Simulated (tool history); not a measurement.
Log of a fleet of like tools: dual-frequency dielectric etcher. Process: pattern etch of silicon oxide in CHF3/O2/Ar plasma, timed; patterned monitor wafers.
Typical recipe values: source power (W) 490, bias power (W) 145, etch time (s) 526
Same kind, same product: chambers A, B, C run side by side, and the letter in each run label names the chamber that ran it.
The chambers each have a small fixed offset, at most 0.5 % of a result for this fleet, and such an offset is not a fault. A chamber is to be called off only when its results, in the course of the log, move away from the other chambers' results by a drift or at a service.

run,hour,source power (W),bias power (W),etch time (s),"read-back reference wafer on the same gauge, depth_nm",mean etch depth across the wafer (nm)
1B,3.3,490,145,526,981.86,895.55
2A,6.7,490,145,526,982.01,898.73
3C,10.1,490,145,526,982.05,893.09
4C,13.7,490,145,526,981.96,891.1
5A,17.6,490,145,526,981.9,894.91
6B,20.8,490,145,526,982.43,892.25
7B,23.1,490,145,526,982.08,893.79
8A,26.6,490,145,526,982.09,894.48
9C,29.9,490,126,603.5,982.3,980.79
10B,33,490,126,603.5,981.97,979.08
11A,36,490,126,603.5,981.97,986.73
12C,39.7,490,145,526,982.19,888.81
13A,43.3,490,145,526,982.43,890.8
14B,46.6,490,145,526,982.82,896.12
15C,48.5,490,145,526,982.42,895.36
16B,51.7,490,145,526,982.01,894.12
17A,54.7,490,145,526,981.98,893.37
18C,56.7,490,145,526,982.16,893.4
19A,59.1,490,145,526,982.12,899.91
20B,62.6,490,145,526,982.22,893.57
21C,65.7,490,145,526,982.78,892.29
22A,69.4,490,145,526,982.06,896.84

All 3 chambers run these settings next. Forecast each chamber's results:
23A,72.4,490,145,430,,?
23B,72.4,490,145,430,,?
23C,72.4,490,145,430,,?

run,mean etch depth across the wafer (nm)
23A,732.05
23B,731.44
23C,728.75

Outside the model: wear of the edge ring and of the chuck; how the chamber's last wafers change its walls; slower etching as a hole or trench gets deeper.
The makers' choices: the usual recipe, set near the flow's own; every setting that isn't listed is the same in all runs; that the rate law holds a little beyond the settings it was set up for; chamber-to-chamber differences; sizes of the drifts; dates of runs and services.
